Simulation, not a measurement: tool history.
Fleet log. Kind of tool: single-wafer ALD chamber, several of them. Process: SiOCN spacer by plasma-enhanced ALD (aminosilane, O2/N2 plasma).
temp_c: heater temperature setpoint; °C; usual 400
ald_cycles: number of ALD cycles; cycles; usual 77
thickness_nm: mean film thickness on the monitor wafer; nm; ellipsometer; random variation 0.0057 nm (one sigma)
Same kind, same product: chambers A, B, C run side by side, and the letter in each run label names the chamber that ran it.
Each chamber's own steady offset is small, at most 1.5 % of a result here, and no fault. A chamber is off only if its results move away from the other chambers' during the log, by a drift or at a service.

run	day	temp_c	ald_cycles	hours since the last thermocouple change	read-back reference wafer on the same gauge, thickness_nm	thickness_nm
1B	0.471	400	77	2256.7	3.7398	4.6323
2C	0.871	400	77	2590.2	3.7421	4.5914
3A	1.329	400	77	1378.7	3.7415	4.6452
4B	1.688	400	77	2285.9	3.7426	4.6368
5A	1.992	400	77	1394.6	3.7433	4.6448
6C	2.388	400	77	2626.6	3.7435	4.6007
7B	2.954	400	77	2316.3	3.7466	4.6398
8A	3.233	400	77	1424.4	3.7462	4.6531
9C	3.629	400	77	2656.4	3.747	4.603
# day 3.917: chamber C: thermocouple changed; heater temperature recalibrated
10A	4.129	400	77	1445.9	3.7462	4.6457
11C	4.517	400	77	14.5	3.7472	4.5986
12B	4.883	400	77	2362.6	3.7485	4.6461
13C	5.304	400	77	33.4	3.7478	4.6066
14B	5.808	400	66	2384.8	3.7496	3.9774
15A	6.233	400	66	1496.4	3.7504	3.9872
16A	6.746	400	66	1508.7	3.7514	3.9855
17C	7.071	400	77	75.8	3.7529	4.6098
18B	7.504	400	77	2425.5	3.7522	4.6461
19B	7.821	400	77	2433.1	3.7534	4.6536
20A	8.175	400	77	1543	3.7534	4.6588
21C	8.475	400	77	109.5	3.7555	4.6001
22C	8.817	400	63	117.7	3.7538	3.7715
23A	9.242	400	63	1568.6	3.7556	3.8211
24B	9.608	400	63	2476	3.7551	3.7984
25A	10.138	400	77	1590.1	3.757	4.6626
26C	10.383	408	67	155.3	3.7578	3.9216
27B	10.758	408	67	2503.6	3.758	3.9609
28C	11.075	408	67	171.9	3.7582	3.9116

All 3 chambers run these settings next. Forecast each chamber's results:
29A	11.479	400	77			?
29B	11.479	400	77			?
29C	11.479	400	77			?

run	thickness_nm
29A	4.6566
29B	4.6596
29C	4.6233

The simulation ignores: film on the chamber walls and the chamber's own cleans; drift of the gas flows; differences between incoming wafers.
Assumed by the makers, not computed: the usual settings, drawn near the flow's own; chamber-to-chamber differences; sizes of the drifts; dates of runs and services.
